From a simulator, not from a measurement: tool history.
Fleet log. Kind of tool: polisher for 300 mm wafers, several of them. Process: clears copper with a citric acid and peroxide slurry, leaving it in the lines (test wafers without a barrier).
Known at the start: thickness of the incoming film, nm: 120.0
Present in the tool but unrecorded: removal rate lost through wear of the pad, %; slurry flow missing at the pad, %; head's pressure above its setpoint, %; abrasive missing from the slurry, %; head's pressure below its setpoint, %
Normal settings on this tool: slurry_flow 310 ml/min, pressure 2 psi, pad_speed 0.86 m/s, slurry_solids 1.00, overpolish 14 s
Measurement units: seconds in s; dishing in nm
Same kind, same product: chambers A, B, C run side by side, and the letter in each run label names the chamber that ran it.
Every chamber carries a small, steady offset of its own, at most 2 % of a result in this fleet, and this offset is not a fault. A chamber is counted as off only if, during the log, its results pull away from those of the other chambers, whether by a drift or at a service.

run	hour	slurry_flow	pressure	pad_speed	slurry_solids	overpolish	wafers polished on this pad	hours since the slurry nozzle was cleaned	hours since the head pressure was calibrated	hours since the slurry blender was calibrated	seconds	dishing
1A	9.8	310	2	0.86	1.00	14	90	173.4	335.3	116.1	110.90	11.464
# hour 15.0: chamber B: worn pad replaced by a new one
# hour 18.5: chamber C: worn pad replaced by a new one
2B	18.6	310	2	0.86	1.00	14	23	317.8	117.1	41.6	112.64	11.495
3C	31.9	310	2	0.86	1.00	14	87	238.4	470.6	51.8	112.68	11.467
# hour 38.3: chamber C: slurry nozzle cleaned
4A	41.6	310	2	0.86	1.00	14	298	205.2	367.1	147.9	111.59	11.563
5C	56.5	310	2	0.86	1.00	14	248	18.3	495.2	76.4	111.40	11.220
6B	71.2	310	2	0.86	1.00	14	367	370.4	169.7	94.2	110.99	11.415
7B	81.7	310	2	0.86	1.00	14	436	380.9	180.2	104.7	112.81	11.215
# hour 86.4: chamber C: head pressure recalibrated
# hour 90.8: chamber B: worn pad replaced by a new one
8C	92.3	310	2	0.86	1.00	14	482	54.1	6.0	112.2	121.81	10.471
# hour 97.9: chamber A: slurry blender recalibrated
9A	102.7	310	2	0.86	1.00	14	697	266.3	428.2	4.8	111.78	11.542
10A	117.5	310	2	0.86	0.85	14	794	281.1	443.0	19.6	114.97	11.235
11B	129.3	310	2	0.86	0.85	14	251	428.5	227.8	152.3	114.16	11.013
12C	139.4	310	2	0.86	0.85	14	790	101.2	53.1	159.3	125.87	10.003
13C	153.9	310	2	0.86	1.00	14	884	115.7	67.6	173.8	120.03	10.381
# hour 154.0: chamber C: worn pad replaced by a new one
14A	162.5	310	2	0.86	1.00	14	1088	326.1	488.0	64.6	110.76	11.471
15B	176.4	310	2	0.86	1.00	14	559	475.6	274.9	199.4	111.42	11.350
# hour 178.3: chamber B: worn pad replaced by a new one
16C	183.9	310	2	0.86	1.00	14	195	145.7	97.6	203.8	120.13	10.374
# hour 190.9: chamber A: worn pad replaced by a new one
17A	194.9	310	2	0.86	1.00	14	26	358.5	520.4	97.0	110.84	11.432
# hour 195.4: chamber B: slurry blender recalibrated
18B	205.4	310	2	0.86	1.00	14	177	504.6	303.9	10.1	110.27	11.363
19A	213.3	310	2	0.86	1.00	14	146	376.9	538.8	115.4	112.30	11.470
20C	229.0	310	2	0.86	1.00	14	490	190.8	142.7	248.9	122.42	10.530
21B	240.5	310	2	0.86	1.00	14	406	539.7	339.0	45.2	111.22	11.330
22C	251.6	310	2	0.86	1.00	14	638	213.4	165.3	271.5	119.37	10.495
# hour 258.8: chamber C: worn pad replaced by a new one
23A	260.4	310	2	0.86	1.00	14	454	424.0	585.9	162.5	110.49	11.430
24B	270.7	310	2	0.86	1.00	14	603	569.9	369.2	75.4	111.94	11.427
25C	282.5	310	2	0.86	1.00	14	155	244.3	196.2	302.4	118.46	10.270

Decide between three cases: one chamber stands off from its peers, the gauge reading all wafers drifts, or nothing is wrong past each chamber's small offset. Where a chamber is off, say which and what most likely put it there.

A service left chamber C off against the others.
Likeliest cause: head's pressure below its setpoint, % = 8.53.

Which of the 4 candidates below, each the usual settings with something changed and its results left as question marks, puts chamber C back in line with what the other chambers give on the usual settings?
In line here means within this much of the mean the other chambers give on the usual settings: seconds 3.30 s; dishing 0.4100 nm
26C-1	294.3	310	2.1	0.90	1.00	14					?	?
26C-2	294.3	310	1.9	0.82	1.00	14					?	?
26C-3	294.3	310	2.0	0.88	1.00	14					?	?
26C-4	294.3	310	2.0	0.84	1.00	14					?	?

What the other chambers average on the usual settings: seconds 111.24 s; dishing 11.4410 nm
run	seconds	dishing
26C-1	109.87	11.3020
26C-2	132.17	9.4667
26C-3	117.67	10.5800
26C-4	122.97	10.1500
The right change is 26C-1: it brings the chamber back within the allowed miss of the others.
